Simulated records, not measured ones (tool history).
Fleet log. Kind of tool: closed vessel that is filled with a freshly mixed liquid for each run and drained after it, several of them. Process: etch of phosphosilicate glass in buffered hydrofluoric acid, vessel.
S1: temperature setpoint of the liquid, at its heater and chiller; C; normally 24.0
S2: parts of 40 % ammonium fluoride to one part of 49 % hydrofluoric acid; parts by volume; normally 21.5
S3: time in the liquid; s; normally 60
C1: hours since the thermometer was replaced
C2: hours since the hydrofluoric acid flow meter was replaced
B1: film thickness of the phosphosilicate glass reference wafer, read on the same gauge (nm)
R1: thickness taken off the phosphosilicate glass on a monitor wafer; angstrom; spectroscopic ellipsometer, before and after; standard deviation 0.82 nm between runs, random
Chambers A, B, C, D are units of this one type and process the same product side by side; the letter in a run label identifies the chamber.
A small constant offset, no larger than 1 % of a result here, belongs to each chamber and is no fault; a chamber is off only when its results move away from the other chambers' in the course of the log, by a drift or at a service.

run 1C hour=15.6 | S1=24.0 S2=21.5 S3=60 | C1=816.7 C2=946.4 | B1=129.99 | R1=1300.0
run 2A hour=24.9 | S1=24.0 S2=21.5 S3=60 | C1=148.0 C2=507.7 | B1=130.00 | R1=1312.3
run 3B hour=35.9 | S1=24.0 S2=21.5 S3=60 | C1=83.4 C2=624.3 | B1=130.04 | R1=1308.7
run 4D hour=44.2 | S1=24.0 S2=21.5 S3=60 | C1=253.7 C2=645.5 | B1=129.99 | R1=1325.3
run 5B hour=52.2 | S1=24.0 S2=21.5 S3=60 | C1=99.7 C2=640.6 | B1=130.01 | R1=1328.3
-- hour=54.5 chamber C: hydrofluoric acid flow meter replaced
run 6A hour=59.9 | S1=24.0 S2=21.5 S3=60 | C1=183.0 C2=542.7 | B1=130.01 | R1=1332.5
run 7C hour=68.6 | S1=24.0 S2=21.5 S3=60 | C1=869.7 C2=14.2 | B1=130.00 | R1=1304.1
run 8D hour=80.6 | S1=27.0 S2=15.5 S3=60 | C1=290.1 C2=681.9 | B1=130.02 | R1=2093.7
run 9A hour=92.4 | S1=27.0 S2=15.5 S3=60 | C1=215.5 C2=575.2 | B1=130.00 | R1=2106.8
run 10D hour=102.0 | S1=27.0 S2=15.5 S3=60 | C1=311.5 C2=703.3 | B1=129.98 | R1=2092.0
run 11B hour=116.7 | S1=27.0 S2=15.5 S3=60 | C1=164.2 C2=705.1 | B1=129.97 | R1=2087.9
run 12C hour=130.4 | S1=24.0 S2=21.5 S3=60 | C1=931.5 C2=76.0 | B1=130.00 | R1=1310.5
run 13A hour=140.8 | S1=24.0 S2=21.5 S3=60 | C1=263.9 C2=623.6 | B1=130.00 | R1=1338.5
run 14C hour=152.0 | S1=24.0 S2=21.5 S3=60 | C1=953.1 C2=97.6 | B1=130.00 | R1=1314.5
run 15D hour=160.8 | S1=24.0 S2=13.5 S3=60 | C1=370.3 C2=762.1 | B1=130.03 | R1=2067.7
run 16B hour=168.5 | S1=24.0 S2=13.5 S3=60 | C1=216.0 C2=756.9 | B1=130.00 | R1=2011.6
run 17C hour=177.4 | S1=24.0 S2=13.5 S3=60 | C1=978.5 C2=123.0 | B1=129.98 | R1=2048.0
run 18B hour=190.8 | S1=24.0 S2=13.5 S3=60 | C1=238.3 C2=779.2 | B1=129.99 | R1=2000.1
run 19A hour=198.6 | S1=24.0 S2=21.5 S3=60 | C1=321.7 C2=681.4 | B1=130.00 | R1=1319.5
run 20D hour=214.7 | S1=21.5 S2=21.5 S3=75 | C1=424.2 C2=816.0 | B1=129.99 | R1=1475.1
run 21B hour=230.1 | S1=21.5 S2=21.5 S3=75 | C1=277.6 C2=818.5 | B1=130.00 | R1=1434.0
run 22A hour=240.0 | S1=21.5 S2=21.5 S3=75 | C1=363.1 C2=722.8 | B1=130.00 | R1=1446.7
run 23D hour=254.4 | S1=21.5 S2=21.5 S3=75 | C1=463.9 C2=855.7 | B1=130.00 | R1=1477.6
run 24C hour=270.3 | S1=24.0 S2=16.0 S3=60 | C1=1071.4 C2=215.9 | B1=130.00 | R1=1731.1
run 25A hour=284.6 | S1=24.0 S2=16.0 S3=60 | C1=407.7 C2=767.4 | B1=129.99 | R1=1752.5
run 26B hour=293.7 | S1=24.0 S2=16.0 S3=60 | C1=341.2 C2=882.1 | B1=129.98 | R1=1724.8
run 27C hour=309.3 | S1=24.0 S2=16.0 S3=60 | C1=1110.4 C2=254.9 | B1=130.01 | R1=1727.4
run 28D hour=321.6 | S1=20.5 S2=16.0 S3=60 | C1=531.1 C2=922.9 | B1=130.02 | R1=1491.3
run 29A hour=338.0 | S1=20.5 S2=16.0 S3=60 | C1=461.1 C2=820.8 | B1=129.99 | R1=1421.8
run 30B hour=352.3 | S1=20.5 S2=16.0 S3=60 | C1=399.8 C2=940.7 | B1=129.97 | R1=1407.8
run 31D hour=363.3 | S1=20.5 S2=16.0 S3=60 | C1=572.8 C2=964.6 | B1=129.97 | R1=1522.9
run 32C hour=379.0 | S1=24.0 S2=21.5 S3=60 | C1=1180.1 C2=324.6 | B1=130.00 | R1=1307.1
run 33D hour=394.2 | S1=24.0 S2=21.5 S3=60 | C1=603.7 C2=995.5 | B1=129.99 | R1=1395.2
run 34C hour=406.6 | S1=24.0 S2=21.5 S3=60 | C1=1207.7 C2=352.2 | B1=130.01 | R1=1307.1
run 35A hour=422.7 | S1=24.0 S2=21.5 S3=60 | C1=545.8 C2=905.5 | B1=130.02 | R1=1321.6
run 36B hour=438.2 | S1=24.0 S2=16.5 S3=45 | C1=485.7 C2=1026.6 | B1=130.01 | R1=1239.5
run 37A hour=454.4 | S1=24.0 S2=16.5 S3=45 | C1=577.5 C2=937.2 | B1=130.00 | R1=1250.7
run 38C hour=470.2 | S1=24.0 S2=16.5 S3=45 | C1=1271.3 C2=415.8 | B1=130.00 | R1=1249.8
-- hour=478.3 chamber B: thermometer replaced
run 39B hour=479.0 | S1=24.0 S2=16.5 S3=45 | C1=0.7 C2=1067.4 | B1=130.00 | R1=1234.1
run 40D hour=486.9 | S1=24.0 S2=14.5 S3=60 | C1=696.4 C2=1088.2 | B1=130.00 | R1=2052.7

What goes on in this fleet: one chamber off, a drifting gauge, or nothing beyond the chambers' own small offsets? Name the chamber and the cause, if any.

Little by little, chamber D moves away from the other chambers.
Cause: liquid hotter than its thermometer reads (K) = 1.59.
Not necessarily distinguishable in this log from: hydrofluoric acid flow above the setpoint (%).

Which of the 4 candidates below, each the usual settings with something changed and its results left as question marks, puts chamber D back in line with what the other chambers give on the usual settings?
In line means no further than this from the other chambers' mean on the usual settings: R1 29.0 angstrom
run 41D-1 hour=498.7 | S1=24.0 S2=21.5 S3=65 | R1=?
run 41D-2 hour=498.7 | S1=22.5 S2=21.5 S3=60 | R1=?
run 41D-3 hour=498.7 | S1=24.0 S2=22.5 S3=60 | R1=?
run 41D-4 hour=498.7 | S1=24.0 S2=20.5 S3=60 | R1=?

Average result of the remaining chambers running the usual settings: R1 1314.3 angstrom
run=41D-1 R1=1550.4
run=41D-2 R1=1319.5
run=41D-3 R1=1387.1
run=41D-4 R1=1478.8
With 41D-2, the chamber falls back in line with the rest.
